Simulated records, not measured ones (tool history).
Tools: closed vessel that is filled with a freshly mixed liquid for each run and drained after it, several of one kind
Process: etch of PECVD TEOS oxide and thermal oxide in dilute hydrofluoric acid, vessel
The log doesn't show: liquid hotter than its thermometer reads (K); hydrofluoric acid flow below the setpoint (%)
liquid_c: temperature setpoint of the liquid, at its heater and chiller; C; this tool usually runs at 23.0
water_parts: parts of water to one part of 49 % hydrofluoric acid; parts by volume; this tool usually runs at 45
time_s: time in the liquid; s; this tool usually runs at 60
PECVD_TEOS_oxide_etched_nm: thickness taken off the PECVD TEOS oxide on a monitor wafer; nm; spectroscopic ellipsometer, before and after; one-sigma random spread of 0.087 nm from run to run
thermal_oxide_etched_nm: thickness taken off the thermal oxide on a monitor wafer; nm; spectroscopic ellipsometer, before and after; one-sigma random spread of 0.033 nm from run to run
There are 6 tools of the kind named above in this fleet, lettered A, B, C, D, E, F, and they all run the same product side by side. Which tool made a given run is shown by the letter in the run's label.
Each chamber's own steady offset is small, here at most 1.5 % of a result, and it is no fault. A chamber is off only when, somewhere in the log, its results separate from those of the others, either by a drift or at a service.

| run | day | liquid_c | water_parts | time_s | hours since the thermometer was replaced | hours since the hydrofluoric acid flow meter was replaced | read-back film thickness of the PECVD TEOS oxide reference wafer, read on the same gauge (nm) | read-back film thickness of the thermal oxide reference wafer, read on the same gauge (nm) | PECVD_TEOS_oxide_etched_nm | thermal_oxide_etched_nm |
|---|---|---|---|---|---|---|---|---|---|---|
|  | 0.104 | chamber A: hydrofluoric acid flow meter replaced |
| 1F | 0.408 | 23.0 | 45 | 60 | 813.8 | 1363.2 | 70.003 | 140.00 | 28.529 | 6.1740 |
| 2B | 0.800 | 23.0 | 45 | 60 | 556.1 | 558.3 | 69.975 | 140.00 | 28.517 | 6.2331 |
| 3D | 1.133 | 23.0 | 45 | 60 | 335.1 | 123.8 | 70.018 | 139.98 | 28.918 | 6.1291 |
| 4E | 1.338 | 23.0 | 45 | 60 | 1175.8 | 1155.8 | 70.002 | 140.03 | 28.779 | 6.3144 |
| 5A | 1.733 | 23.0 | 45 | 60 | 1231.7 | 39.1 | 70.011 | 140.00 | 28.827 | 6.1744 |
| 6C | 1.975 | 23.0 | 45 | 60 | 1651.0 | 419.8 | 70.009 | 140.00 | 28.735 | 6.1572 |
|  | 2.008 | chamber A: thermometer replaced |
|  | 2.192 | chamber C: thermometer replaced |
| 7B | 2.371 | 23.0 | 45 | 60 | 593.8 | 596.0 | 70.004 | 140.02 | 28.535 | 6.2712 |
| 8C | 2.704 | 23.0 | 45 | 60 | 12.3 | 437.3 | 70.003 | 139.99 | 28.702 | 6.2028 |
| 9F | 3.017 | 23.0 | 45 | 60 | 876.4 | 1425.8 | 69.987 | 140.00 | 28.559 | 6.1767 |
| 10E | 3.238 | 23.0 | 45 | 60 | 1221.4 | 1201.4 | 69.971 | 139.99 | 28.509 | 6.2550 |
| 11D | 3.629 | 23.0 | 45 | 60 | 395.0 | 183.7 | 70.014 | 139.99 | 28.986 | 6.2058 |
| 12A | 3.954 | 23.0 | 45 | 60 | 46.8 | 92.4 | 70.001 | 140.00 | 28.682 | 6.2184 |
| 13B | 4.192 | 23.0 | 45 | 60 | 637.5 | 639.7 | 70.001 | 140.01 | 28.516 | 6.2229 |
| 14F | 4.667 | 23.0 | 45 | 60 | 916.0 | 1465.4 | 70.001 | 140.00 | 28.447 | 6.1898 |
| 15C | 5.025 | 23.0 | 45 | 60 | 68.0 | 493.0 | 69.997 | 139.99 | 28.719 | 6.2028 |
| 16A | 5.417 | 23.0 | 45 | 60 | 81.9 | 127.5 | 69.999 | 140.03 | 28.764 | 6.1672 |
| 17E | 5.829 | 23.0 | 45 | 60 | 1283.6 | 1263.6 | 69.997 | 140.01 | 28.533 | 6.2513 |
| 18D | 6.238 | 23.0 | 45 | 60 | 457.6 | 246.3 | 70.018 | 140.01 | 28.879 | 6.1377 |
| 19B | 6.529 | 23.0 | 45 | 60 | 693.6 | 695.8 | 69.990 | 139.99 | 28.388 | 6.2854 |
| 20A | 6.808 | 23.0 | 45 | 60 | 115.3 | 160.9 | 69.987 | 140.01 | 28.727 | 6.1893 |
| 21C | 7.158 | 23.0 | 45 | 60 | 119.2 | 544.2 | 69.996 | 139.96 | 28.716 | 6.1267 |
| 22F | 7.621 | 23.0 | 45 | 60 | 986.9 | 1536.3 | 70.003 | 139.99 | 28.482 | 6.1863 |
| 23D | 7.833 | 23.0 | 45 | 60 | 495.9 | 284.6 | 69.998 | 139.99 | 28.969 | 6.2133 |
|  | 8.042 | chamber F: hydrofluoric acid flow meter replaced |
| 24E | 8.108 | 27.5 | 45 | 85 | 1338.3 | 1318.3 | 70.005 | 140.01 | 48.697 | 10.5940 |
| 25E | 8.533 | 27.5 | 45 | 85 | 1348.5 | 1328.5 | 69.999 | 140.00 | 48.378 | 10.5320 |
| 26B | 8.971 | 27.5 | 45 | 85 | 752.2 | 754.4 | 69.984 | 140.01 | 48.313 | 10.5420 |
| 27C | 9.383 | 27.5 | 45 | 85 | 172.6 | 597.6 | 70.004 | 140.00 | 48.833 | 10.5480 |
|  | 9.608 | chamber C: hydrofluoric acid flow meter replaced |
| 28F | 9.729 | 27.5 | 45 | 85 | 1037.5 | 40.5 | 70.004 | 140.00 | 48.787 | 10.6170 |
| 29A | 9.971 | 27.5 | 45 | 85 | 191.2 | 236.8 | 70.009 | 140.00 | 48.974 | 10.5340 |
| 30D | 10.175 | 23.0 | 45 | 60 | 552.1 | 340.8 | 70.001 | 139.97 | 28.848 | 6.2062 |
| 31E | 10.450 | 23.0 | 45 | 60 | 1394.5 | 1374.5 | 69.995 | 140.00 | 28.624 | 6.2610 |
| 32C | 10.771 | 23.0 | 45 | 60 | 205.9 | 28.0 | 70.022 | 139.98 | 28.834 | 6.1915 |
| 33D | 11.217 | 23.0 | 45 | 60 | 577.1 | 365.8 | 69.986 | 140.03 | 28.925 | 6.2477 |
| 34F | 11.429 | 23.0 | 45 | 60 | 1078.3 | 81.3 | 69.982 | 139.99 | 28.727 | 6.2252 |
| 35A | 11.721 | 25.0 | 55 | 60 | 233.2 | 278.8 | 69.996 | 140.03 | 25.322 | 5.3989 |
| 36B | 12.142 | 25.0 | 55 | 60 | 828.3 | 830.5 | 69.998 | 140.00 | 25.054 | 5.4442 |
| 37A | 12.538 | 25.0 | 55 | 60 | 252.8 | 298.4 | 69.999 | 139.99 | 25.123 | 5.4187 |
| 38F | 12.921 | 25.0 | 55 | 60 | 1114.1 | 117.1 | 69.993 | 139.99 | 25.036 | 5.4162 |
| 39D | 13.312 | 25.0 | 55 | 60 | 627.4 | 416.1 | 70.003 | 140.03 | 25.400 | 5.4587 |
| 40C | 13.604 | 25.0 | 55 | 60 | 273.9 | 96.0 | 70.009 | 139.99 | 25.214 | 5.4252 |
| 41E | 13.979 | 23.0 | 45 | 60 | 1479.2 | 1459.2 | 70.013 | 140.02 | 28.402 | 6.2855 |
| 42B | 14.200 | 23.0 | 45 | 60 | 877.7 | 879.9 | 69.992 | 140.01 | 28.326 | 6.2222 |
| 43B | 14.467 | 23.0 | 45 | 60 | 884.1 | 886.3 | 69.995 | 140.00 | 28.435 | 6.2241 |
| 44E | 14.812 | 23.0 | 45 | 60 | 1499.2 | 1479.2 | 70.005 | 140.01 | 28.574 | 6.2744 |

Next, all 6 chambers run the settings below, one line each with question marks for the results. What does each chamber give?
| 45A | 15.154 | 23.0 | 45 | 45 |  |  |  |  | ? | ? |
| 45B | 15.154 | 23.0 | 45 | 45 |  |  |  |  | ? | ? |
| 45C | 15.154 | 23.0 | 45 | 45 |  |  |  |  | ? | ? |
| 45D | 15.154 | 23.0 | 45 | 45 |  |  |  |  | ? | ? |
| 45E | 15.154 | 23.0 | 45 | 45 |  |  |  |  | ? | ? |
| 45F | 15.154 | 23.0 | 45 | 45 |  |  |  |  | ? | ? |

| run | PECVD_TEOS_oxide_etched_nm | thermal_oxide_etched_nm |
|---|---|---|
| 45A | 21.474 | 4.6862 |
| 45B | 21.289 | 4.6477 |
| 45C | 21.657 | 4.6361 |
| 45D | 21.643 | 4.6933 |
| 45E | 21.425 | 4.6943 |
| 45F | 21.400 | 4.6825 |
